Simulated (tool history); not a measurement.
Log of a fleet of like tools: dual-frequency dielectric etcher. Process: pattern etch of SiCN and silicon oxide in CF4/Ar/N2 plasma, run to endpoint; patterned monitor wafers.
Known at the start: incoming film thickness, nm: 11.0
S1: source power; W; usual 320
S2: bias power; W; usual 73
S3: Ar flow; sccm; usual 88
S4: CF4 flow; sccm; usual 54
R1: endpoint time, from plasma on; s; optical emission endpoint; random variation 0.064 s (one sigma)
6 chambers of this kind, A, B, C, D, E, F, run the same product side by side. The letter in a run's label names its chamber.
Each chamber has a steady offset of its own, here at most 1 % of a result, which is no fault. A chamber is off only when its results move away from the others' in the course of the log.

| run | hour | S1 | S2 | S3 | S4 | R1 |
|---|---|---|---|---|---|---|
| 1A | 9.5 | 320 | 73 | 88 | 54 | 17.409 |
| 2C | 24.8 | 320 | 73 | 88 | 54 | 17.446 |
|  | 31.7 | chamber B: wet clean of the chamber |
| 3B | 38.6 | 320 | 73 | 88 | 54 | 17.552 |
| 4E | 50.1 | 320 | 73 | 88 | 54 | 17.454 |
| 5D | 58.5 | 320 | 73 | 88 | 54 | 17.664 |
| 6F | 74 | 320 | 73 | 88 | 54 | 17.497 |
| 7D | 82.1 | 320 | 73 | 88 | 54 | 17.582 |
| 8A | 94 | 320 | 73 | 88 | 54 | 17.677 |
| 9F | 102.4 | 320 | 73 | 77 | 45 | 17.758 |
| 10C | 117.8 | 320 | 73 | 77 | 45 | 17.59 |
| 11B | 128 | 320 | 73 | 77 | 45 | 17.642 |
| 12E | 141.5 | 320 | 73 | 77 | 45 | 17.685 |
| 13F | 154 | 320 | 73 | 77 | 45 | 17.805 |
| 14A | 169.1 | 320 | 73 | 77 | 45 | 17.662 |
|  | 176.2 | chamber B: source power generator calibrated |
| 15E | 181.7 | 320 | 73 | 88 | 54 | 17.608 |
| 16C | 189.5 | 320 | 73 | 88 | 54 | 17.569 |
| 17B | 196.7 | 320 | 73 | 88 | 54 | 17.739 |
|  | 211.1 | chamber C: wet clean of the chamber |
| 18D | 211.5 | 320 | 73 | 88 | 54 | 17.605 |
| 19B | 224.1 | 320 | 64 | 88 | 54 | 18.414 |
| 20A | 238.5 | 320 | 64 | 88 | 54 | 18.293 |
| 21D | 254.4 | 320 | 64 | 88 | 54 | 18.543 |
|  | 266.2 | chamber F: wet clean of the chamber |
| 22C | 269.4 | 320 | 64 | 88 | 54 | 18.216 |
| 23F | 284.3 | 320 | 64 | 88 | 54 | 18.466 |
| 24E | 294.9 | 320 | 64 | 88 | 54 | 18.458 |
| 25E | 310.3 | 320 | 73 | 88 | 54 | 17.574 |
| 26F | 322.7 | 320 | 73 | 88 | 54 | 17.58 |
| 27B | 333.2 | 320 | 73 | 88 | 54 | 17.615 |
| 28D | 345 | 320 | 73 | 88 | 54 | 17.589 |
|  | 349.7 | chamber A: wet clean of the chamber |
| 29A | 352.3 | 320 | 73 | 88 | 54 | 17.631 |
| 30C | 364.8 | 320 | 73 | 88 | 54 | 17.52 |
| 31F | 375 | 320 | 73 | 88 | 54 | 17.648 |
| 32C | 387.6 | 320 | 73 | 88 | 54 | 17.504 |
|  | 391.5 | chamber D: wet clean of the chamber |
| 33D | 401.7 | 320 | 73 | 88 | 54 | 17.71 |
| 34B | 417.2 | 320 | 73 | 88 | 54 | 17.566 |
| 35A | 427.8 | 320 | 73 | 88 | 54 | 17.48 |
| 36E | 436.2 | 320 | 73 | 88 | 54 | 17.591 |
|  | 442.8 | chamber B: wet clean of the chamber |
| 37F | 445.2 | 320 | 73 | 88 | 54 | 17.597 |
| 38C | 453.4 | 320 | 73 | 88 | 54 | 17.451 |
| 39A | 461.7 | 320 | 73 | 88 | 54 | 17.466 |
| 40D | 472.7 | 320 | 73 | 88 | 54 | 17.582 |
| 41E | 487.5 | 320 | 73 | 88 | 54 | 17.471 |
| 42B | 502.3 | 320 | 73 | 88 | 54 | 17.564 |

Is one chamber off against the others, does the gauge drift, or is nothing wrong? If a chamber is off, say which, and what the likeliest cause is.

No chamber stands off beyond its own small offset, and the gauge holds steady.
